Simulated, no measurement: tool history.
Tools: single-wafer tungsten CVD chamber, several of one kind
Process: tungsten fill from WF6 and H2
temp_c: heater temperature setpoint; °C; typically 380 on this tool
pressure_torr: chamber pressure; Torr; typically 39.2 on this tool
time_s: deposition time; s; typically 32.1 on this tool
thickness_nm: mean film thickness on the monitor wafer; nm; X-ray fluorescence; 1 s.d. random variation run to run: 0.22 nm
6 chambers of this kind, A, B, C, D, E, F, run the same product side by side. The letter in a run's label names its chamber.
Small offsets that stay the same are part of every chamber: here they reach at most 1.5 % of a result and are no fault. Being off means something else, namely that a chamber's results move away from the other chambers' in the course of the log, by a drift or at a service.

run	hour	temp_c	pressure_torr	time_s	hours since the last thermocouple change	hours since the last manometer calibration	read-back reference wafer on the same gauge, thickness_nm	thickness_nm
1F	8.2	380	39.2	32.1	1203.9	684.2	84.315	70.977
2C	19.8	380	39.2	32.1	86.3	335.8	84.286	71.892
3D	27.0	380	39.2	32.1	1813.3	1138.2	84.314	72.097
4A	36.5	380	39.2	32.1	1123.1	901.3	84.308	72.106
5B	42.7	380	39.2	32.1	436.0	645.1	84.236	71.817
6E	55.5	375	39.2	32.1	2177.5	1172.1	84.295	65.687
7E	63.7	375	39.2	32.1	2185.7	1180.3	84.328	65.333
8C	76.9	375	39.2	32.1	143.4	392.9	84.362	64.695
9A	88.2	375	39.2	32.1	1174.8	953.0	84.272	65.357
10B	100.3	375	39.2	32.1	493.6	702.7	84.278	64.047
11D	107.8	375	39.2	32.1	1894.1	1219.0	84.216	64.747
12F	114.1	380	39.2	32.1	1309.8	790.1	84.261	70.944
13E	125.3	380	39.2	32.1	2247.3	1241.9	84.250	72.425
14C	133.4	380	39.2	32.1	199.9	449.4	84.298	71.733
15F	145.8	375	34.1	32.1	1341.5	821.8	84.233	59.739
16A	151.7	375	34.1	32.1	1238.3	1016.5	84.274	61.192
17D	158.7	375	34.1	32.1	1945.0	1269.9	84.292	60.687
18B	166.4	375	34.1	32.1	559.7	768.8	84.312	59.807
19F	179.6	375	34.1	32.1	1375.3	855.6	84.286	59.949
20A	185.5	375	34.1	32.1	1272.1	1050.3	84.303	61.124
21C	191.9	380	39.2	32.1	258.4	507.9	84.331	71.960
22E	203.2	380	39.2	32.1	2325.2	1319.8	84.314	72.676
23D	214.3	380	39.2	32.1	2000.6	1325.5	84.305	71.751
# hour 223.1: chamber D: thermocouple changed; heater temperature recalibrated
24B	225.7	389	34.8	32.1	619.0	828.1	84.319	79.615
25B	233.9	389	34.8	32.1	627.2	836.3	84.351	80.201
26F	241.6	389	34.8	32.1	1437.3	917.6	84.348	79.710
27C	250.5	389	34.8	32.1	317.0	566.5	84.317	81.486
28D	263.1	389	34.8	32.1	40.1	1374.3	84.378	80.770
29E	273.6	389	34.8	32.1	2395.6	1390.2	84.241	82.650
30A	283.9	380	39.2	32.1	1370.5	1148.7	84.259	71.940
31C	291.2	380	39.2	32.1	357.7	607.2	84.241	71.878
# hour 298.2: chamber E: capacitance manometer re-zeroed and calibrated
32A	298.8	380	39.2	32.1	1385.4	1163.6	84.238	72.405
33E	310.3	380	39.2	32.1	2432.3	12.2	84.269	72.355
34F	318.5	380	39.2	32.1	1514.2	994.5	84.298	70.654
# hour 321.8: chamber D: capacitance manometer re-zeroed and calibrated
35D	327.6	380	39.2	32.1	104.6	5.8	84.236	71.512
36B	334.8	380	39.2	32.1	728.1	937.2	84.372	70.053

Decide between three cases: one chamber stands off from its peers, the gauge reading all wafers drifts, or nothing is wrong past each chamber's small offset. Where a chamber is off, say which and what most likely put it there.

Chamber B drifts away from the others.
Cause: true pressure below the setpoint (%) = 5.54.
It could be hard to tell apart here from: wafer temperature below the value expected at the setpoint (K).

Chamber B could run next with any of the 4 candidate recipes listed below; each alters the usual settings, and their results appear as question marks. Which one brings its results back in line with what the other chambers deliver on the usual settings?
In line means no further than this from the other chambers' mean on the usual settings: thickness_nm 0.770 nm
37B-1	344.2	380	39.3	32.2				?
37B-2	344.2	379	39.0	31.9				?
37B-3	344.2	381	39.5	32.1				?
37B-4	344.2	380	39.2	31.8				?

Average result of the remaining chambers running the usual settings: thickness_nm 71.848 nm
run	thickness_nm
37B-1	70.232
37B-2	67.937
37B-3	71.594
37B-4	69.276
The answer is 37B-3, which returns the chamber to within the allowed miss of the others.

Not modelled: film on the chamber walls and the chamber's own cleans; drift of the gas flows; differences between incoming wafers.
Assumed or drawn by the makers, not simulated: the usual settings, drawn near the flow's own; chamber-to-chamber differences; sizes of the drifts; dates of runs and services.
